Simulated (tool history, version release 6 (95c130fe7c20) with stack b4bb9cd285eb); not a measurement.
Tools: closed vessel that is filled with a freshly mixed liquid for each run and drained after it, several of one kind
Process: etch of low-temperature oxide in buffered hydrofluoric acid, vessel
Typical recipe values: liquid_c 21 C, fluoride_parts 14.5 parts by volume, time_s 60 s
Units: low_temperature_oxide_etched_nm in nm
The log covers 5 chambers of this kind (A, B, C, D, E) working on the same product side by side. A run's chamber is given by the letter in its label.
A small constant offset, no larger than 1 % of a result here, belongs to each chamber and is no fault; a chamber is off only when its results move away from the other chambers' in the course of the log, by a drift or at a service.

run,hour,liquid_c,fluoride_parts,time_s,"read-back film thickness of the low-temperature oxide reference wafer, read on the same gauge (nm)",low_temperature_oxide_etched_nm
1E,10.5,21,14.5,60,130.00,104.590
2A,18.0,21,14.5,60,130.01,105.620
3C,25.7,21,14.5,60,129.96,106.490
4D,34.8,21,14.5,60,129.99,104.700
# hour 39.2: chamber A: thermometer replaced
5B,41.2,21,14.5,60,129.99,106.040
6D,46.5,21,14.5,60,130.02,104.610
7C,56.8,21,14.5,60,130.03,106.470
8A,64.9,21,14.5,60,129.98,105.860
9B,70.3,21,14.5,60,130.01,106.260
10E,78.7,21,14.5,60,129.96,105.040
11D,86.6,24,14.5,35,129.98,72.232
# hour 88.0: chamber C: hydrofluoric acid flow meter replaced
12B,92.0,24,14.5,35,129.99,72.656
13C,100.0,24,14.5,35,130.00,73.039
14E,110.6,24,14.5,35,129.95,71.954
15A,116.5,24,14.5,35,129.95,72.774
16A,123.2,25,14.5,75,129.98,165.380
17B,131.6,25,14.5,75,129.95,164.430
18E,142.3,25,14.5,75,129.98,162.420
19C,148.4,25,14.5,75,129.92,164.520
20D,158.7,25,14.5,75,129.93,163.470
21B,163.9,21,14.5,60,130.01,106.410
22E,171.0,21,14.5,60,129.97,104.450
23A,178.0,21,14.5,60,130.01,105.480
24C,189.1,21,14.5,60,130.01,106.420
# hour 191.2: chamber A: hydrofluoric acid flow meter replaced
# hour 193.8: chamber B: hydrofluoric acid flow meter replaced
25D,196.9,21,14.5,60,130.02,104.720
26D,203.5,21,14.5,60,130.06,104.880
27E,212.5,18,14.5,60,130.06,87.089
28B,221.2,18,14.5,60,130.01,89.720
29A,232.1,18,14.5,60,129.99,89.339
30C,241.8,18,14.5,60,130.00,90.129

Each of the 5 chambers runs these same settings next. Fill in every chamber's results:
31A,249.8,21,14.5,60,,?
31B,249.8,21,14.5,60,,?
31C,249.8,21,14.5,60,,?
31D,249.8,21,14.5,60,,?
31E,249.8,21,14.5,60,,?

run,low_temperature_oxide_etched_nm
31A,105.260
31B,106.250
31C,105.710
31D,104.450
31E,101.250
